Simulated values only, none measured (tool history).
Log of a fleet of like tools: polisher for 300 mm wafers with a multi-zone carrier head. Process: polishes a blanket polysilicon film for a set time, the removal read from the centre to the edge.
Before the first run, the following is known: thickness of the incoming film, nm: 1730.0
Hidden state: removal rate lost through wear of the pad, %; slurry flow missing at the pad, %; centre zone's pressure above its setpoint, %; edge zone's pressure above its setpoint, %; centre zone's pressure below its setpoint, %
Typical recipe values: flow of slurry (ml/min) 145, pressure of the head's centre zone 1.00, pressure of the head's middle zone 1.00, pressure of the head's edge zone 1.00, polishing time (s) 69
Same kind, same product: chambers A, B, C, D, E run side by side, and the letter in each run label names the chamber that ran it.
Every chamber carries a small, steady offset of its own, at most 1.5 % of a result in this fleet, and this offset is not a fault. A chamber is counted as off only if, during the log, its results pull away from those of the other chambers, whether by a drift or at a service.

| run | day | flow of slurry (ml/min) | pressure of the head's centre zone | pressure of the head's middle zone | pressure of the head's edge zone | polishing time (s) | wafers polished on this pad | hours since the slurry nozzle was cleaned | hours since the centre zone pressure was calibrated | hours since the edge zone pressure was calibrated | film removed at the wafer's centre (angstrom) | film removed at mid-radius (angstrom) | film removed at the wafer's edge (angstrom) |
|---|---|---|---|---|---|---|---|---|---|---|---|---|---|
|  | 0.250 | chamber A: worn pad replaced by a new one |
| 1A | 0.250 | 145 | 1.00 | 1.00 | 1.00 | 69 | 0 | 321.7 | 444.7 | 1535.2 | 5256.1 | 5360.0 | 5359.2 |
| 2C | 0.558 | 145 | 1.00 | 1.00 | 1.00 | 69 | 324 | 123.0 | 750.3 | 354.7 | 5241.3 | 5382.9 | 5348.3 |
|  | 0.879 | chamber C: edge zone pressure recalibrated |
| 3D | 0.883 | 145 | 1.00 | 1.00 | 1.00 | 69 | 310 | 196.0 | 1079.0 | 454.1 | 5193.3 | 5297.2 | 5381.9 |
|  | 1.083 | chamber A: edge zone pressure recalibrated |
| 4B | 1.267 | 145 | 1.00 | 1.00 | 1.00 | 69 | 448 | 187.5 | 960.4 | 76.3 | 5268.7 | 5318.9 | 5253.5 |
| 5E | 1.575 | 145 | 1.00 | 1.00 | 1.00 | 69 | 280 | 335.3 | 376.0 | 552.2 | 5328.3 | 5358.4 | 5427.0 |
| 6B | 1.846 | 145 | 1.00 | 1.00 | 1.00 | 69 | 539 | 201.4 | 974.3 | 90.2 | 5220.8 | 5437.5 | 5207.2 |
| 7A | 2.246 | 145 | 1.00 | 0.94 | 1.09 | 69 | 315 | 369.6 | 492.6 | 28.0 | 5336.7 | 5069.5 | 5641.9 |
|  | 2.504 | chamber C: worn pad replaced by a new one |
| 8C | 2.642 | 145 | 1.00 | 0.94 | 1.09 | 69 | 22 | 173.0 | 800.3 | 42.4 | 5433.9 | 5013.7 | 5619.0 |
|  | 2.692 | chamber D: worn pad replaced by a new one |
| 9D | 2.967 | 145 | 1.00 | 0.94 | 1.09 | 69 | 43 | 246.0 | 1129.0 | 504.1 | 5306.7 | 5022.5 | 5577.8 |
| 10E | 3.225 | 145 | 1.00 | 0.94 | 1.09 | 69 | 541 | 374.9 | 415.6 | 591.8 | 5369.7 | 5051.5 | 5674.1 |
| 11C | 3.446 | 145 | 1.00 | 0.94 | 1.09 | 69 | 149 | 192.3 | 819.6 | 61.7 | 5284.6 | 5013.8 | 5609.3 |
|  | 3.754 | chamber E: centre zone pressure recalibrated |
| 12E | 3.883 | 145 | 1.00 | 1.00 | 1.00 | 69 | 645 | 390.7 | 3.1 | 607.6 | 4667.5 | 5364.1 | 5371.0 |
| 13A | 4.242 | 145 | 1.00 | 1.00 | 1.00 | 69 | 631 | 417.5 | 540.5 | 75.9 | 5351.8 | 5279.0 | 5382.8 |
| 14D | 4.667 | 145 | 1.00 | 1.00 | 1.00 | 69 | 312 | 286.8 | 1169.8 | 544.9 | 5424.7 | 5236.4 | 5350.9 |
| 15B | 4.867 | 190 | 1.00 | 1.00 | 1.00 | 69 | 1017 | 273.9 | 1046.8 | 162.7 | 5619.8 | 5555.8 | 5483.4 |
| 16D | 5.092 | 190 | 1.00 | 1.00 | 1.00 | 69 | 379 | 297.0 | 1180.0 | 555.1 | 5571.5 | 5478.1 | 5548.1 |
|  | 5.212 | chamber B: worn pad replaced by a new one |
|  | 5.238 | chamber D: centre zone pressure recalibrated |
|  | 5.258 | chamber A: slurry nozzle cleaned |
| 17E | 5.404 | 190 | 1.00 | 1.00 | 1.00 | 69 | 885 | 427.2 | 39.6 | 644.1 | 4949.4 | 5635.6 | 5544.7 |
| 18C | 5.629 | 190 | 1.00 | 1.00 | 1.00 | 69 | 494 | 244.7 | 872.0 | 114.1 | 5482.6 | 5576.8 | 5547.2 |
|  | 5.829 | chamber E: worn pad replaced by a new one |
| 19B | 5.933 | 190 | 1.00 | 1.00 | 1.00 | 69 | 114 | 299.5 | 1072.4 | 188.3 | 5654.4 | 5742.9 | 5366.5 |
|  | 6.312 | chamber E: edge zone pressure recalibrated |
| 20A | 6.312 | 145 | 1.00 | 1.00 | 1.00 | 69 | 958 | 25.4 | 590.2 | 125.6 | 5402.0 | 5352.5 | 5395.4 |
|  | 6.412 | chamber D: worn pad replaced by a new one |
| 21C | 6.538 | 145 | 1.00 | 1.00 | 1.00 | 69 | 637 | 266.5 | 893.8 | 135.9 | 5352.5 | 5374.0 | 5331.1 |
|  | 6.712 | chamber C: worn pad replaced by a new one |
| 22B | 6.821 | 145 | 0.96 | 1.12 | 1.00 | 69 | 254 | 320.8 | 1093.7 | 209.6 | 5231.0 | 6017.3 | 5272.4 |
| 23D | 7.108 | 145 | 0.96 | 1.12 | 1.00 | 69 | 110 | 345.4 | 44.9 | 603.5 | 5088.5 | 5756.9 | 5390.4 |
| 24E | 7.396 | 145 | 0.96 | 1.12 | 1.00 | 69 | 247 | 475.0 | 87.4 | 26.0 | 4533.4 | 5856.7 | 5464.4 |
|  | 7.650 | chamber D: slurry nozzle cleaned |
| 25A | 7.700 | 145 | 0.96 | 1.12 | 1.00 | 69 | 1177 | 58.7 | 623.5 | 158.9 | 4967.1 | 5988.9 | 5397.4 |
| 26E | 8.058 | 145 | 0.96 | 1.12 | 1.00 | 69 | 352 | 490.9 | 103.3 | 41.9 | 4470.9 | 5934.4 | 5319.0 |
| 27C | 8.262 | 175 | 1.00 | 1.00 | 1.08 | 69 | 245 | 307.9 | 935.2 | 177.3 | 5572.8 | 5438.4 | 5615.8 |
| 28B | 8.596 | 175 | 1.00 | 1.00 | 1.08 | 69 | 534 | 363.4 | 1136.3 | 252.2 | 5496.1 | 5523.7 | 5577.8 |
|  | 8.642 | chamber A: worn pad replaced by a new one |
| 29A | 8.850 | 175 | 1.00 | 1.00 | 1.08 | 69 | 33 | 86.3 | 651.1 | 186.5 | 5574.2 | 5491.3 | 5707.1 |
|  | 8.983 | chamber E: slurry nozzle cleaned |
| 30D | 9.083 | 175 | 1.00 | 1.00 | 1.08 | 69 | 422 | 34.5 | 92.3 | 650.9 | 5437.2 | 5485.1 | 5711.6 |
| 31B | 9.471 | 175 | 1.00 | 1.00 | 1.08 | 69 | 673 | 384.4 | 1157.3 | 273.2 | 5621.8 | 5461.2 | 5677.3 |
| 32C | 9.896 | 145 | 1.00 | 1.00 | 1.00 | 69 | 503 | 347.1 | 974.4 | 216.5 | 5378.2 | 5277.9 | 5288.3 |
| 33A | 10.250 | 145 | 1.00 | 1.00 | 1.00 | 69 | 254 | 119.9 | 684.7 | 220.1 | 5399.5 | 5297.2 | 5432.2 |
|  | 10.412 | chamber D: worn pad replaced by a new one |
| 34D | 10.596 | 145 | 1.00 | 1.00 | 1.00 | 69 | 29 | 70.8 | 128.6 | 687.2 | 5200.5 | 5235.3 | 5359.7 |
| 35E | 10.800 | 145 | 1.00 | 1.00 | 1.00 | 69 | 785 | 43.6 | 169.1 | 107.7 | 4655.2 | 5327.4 | 5404.4 |
| 36D | 11.012 | 145 | 1.00 | 1.00 | 1.00 | 69 | 95 | 80.8 | 138.6 | 697.2 | 5429.3 | 5311.5 | 5354.0 |
|  | 11.025 | chamber E: worn pad replaced by a new one |
|  | 11.096 | chamber C: worn pad replaced by a new one |
| 37E | 11.208 | 145 | 1.00 | 0.92 | 1.00 | 69 | 29 | 53.4 | 178.9 | 117.5 | 4726.3 | 4981.2 | 5374.3 |
|  | 11.504 | chamber B: worn pad replaced by a new one |
| 38A | 11.629 | 145 | 1.00 | 0.92 | 1.00 | 69 | 472 | 153.0 | 717.8 | 253.2 | 5358.2 | 4927.1 | 5299.1 |
| 39C | 12.004 | 145 | 1.00 | 0.92 | 1.00 | 69 | 143 | 397.7 | 1025.0 | 267.1 | 5398.8 | 4967.4 | 5342.2 |
| 40B | 12.196 | 145 | 1.00 | 0.92 | 1.00 | 69 | 109 | 449.8 | 1222.7 | 338.6 | 5301.8 | 4948.4 | 5219.9 |

Decide between three cases: one chamber stands off from its peers, the gauge reading all wafers drifts, or nothing is wrong past each chamber's small offset. Where a chamber is off, say which and what most likely put it there.

Chamber E has stood off from the others ever since a service on it.
What lies behind it: centre zone's pressure below its setpoint, % = 10.9.

Here are 4 candidates for chamber E's next run, each the usual settings with a change, their results left as question marks. Which one brings its results back in line with what the others give on the usual settings?
Allowed miss from the other chambers' usual-settings mean, per result, to count as in line: film removed at the wafer's centre (angstrom) 240.0; film removed at mid-radius (angstrom) 140.0; film removed at the wafer's edge (angstrom) 160.0
| 41E-1 | 12.517 | 135 | 0.85 | 1.02 | 1.06 | 69 |  |  |  |  | ? | ? | ? |
| 41E-2 | 12.517 | 135 | 0.90 | 1.01 | 1.04 | 69 |  |  |  |  | ? | ? | ? |
| 41E-3 | 12.517 | 160 | 1.17 | 0.97 | 0.93 | 70 |  |  |  |  | ? | ? | ? |
| 41E-4 | 12.517 | 155 | 1.10 | 0.99 | 0.96 | 69 |  |  |  |  | ? | ? | ? |

The other chambers' mean on the usual settings: film removed at the wafer's centre (angstrom) 5340.5; film removed at mid-radius (angstrom) 5324.8; film removed at the wafer's edge (angstrom) 5335.9
| run | film removed at the wafer's centre (angstrom) | film removed at mid-radius (angstrom) | film removed at the wafer's edge (angstrom) |
|---|---|---|---|
| 41E-1 | 3856.5 | 5352.6 | 5495.9 |
| 41E-2 | 4114.9 | 5302.4 | 5441.6 |
| 41E-3 | 5802.0 | 5348.4 | 5340.7 |
| 41E-4 | 5309.7 | 5343.8 | 5325.5 |
The answer is 41E-4, which returns the chamber to within the allowed miss of the others.

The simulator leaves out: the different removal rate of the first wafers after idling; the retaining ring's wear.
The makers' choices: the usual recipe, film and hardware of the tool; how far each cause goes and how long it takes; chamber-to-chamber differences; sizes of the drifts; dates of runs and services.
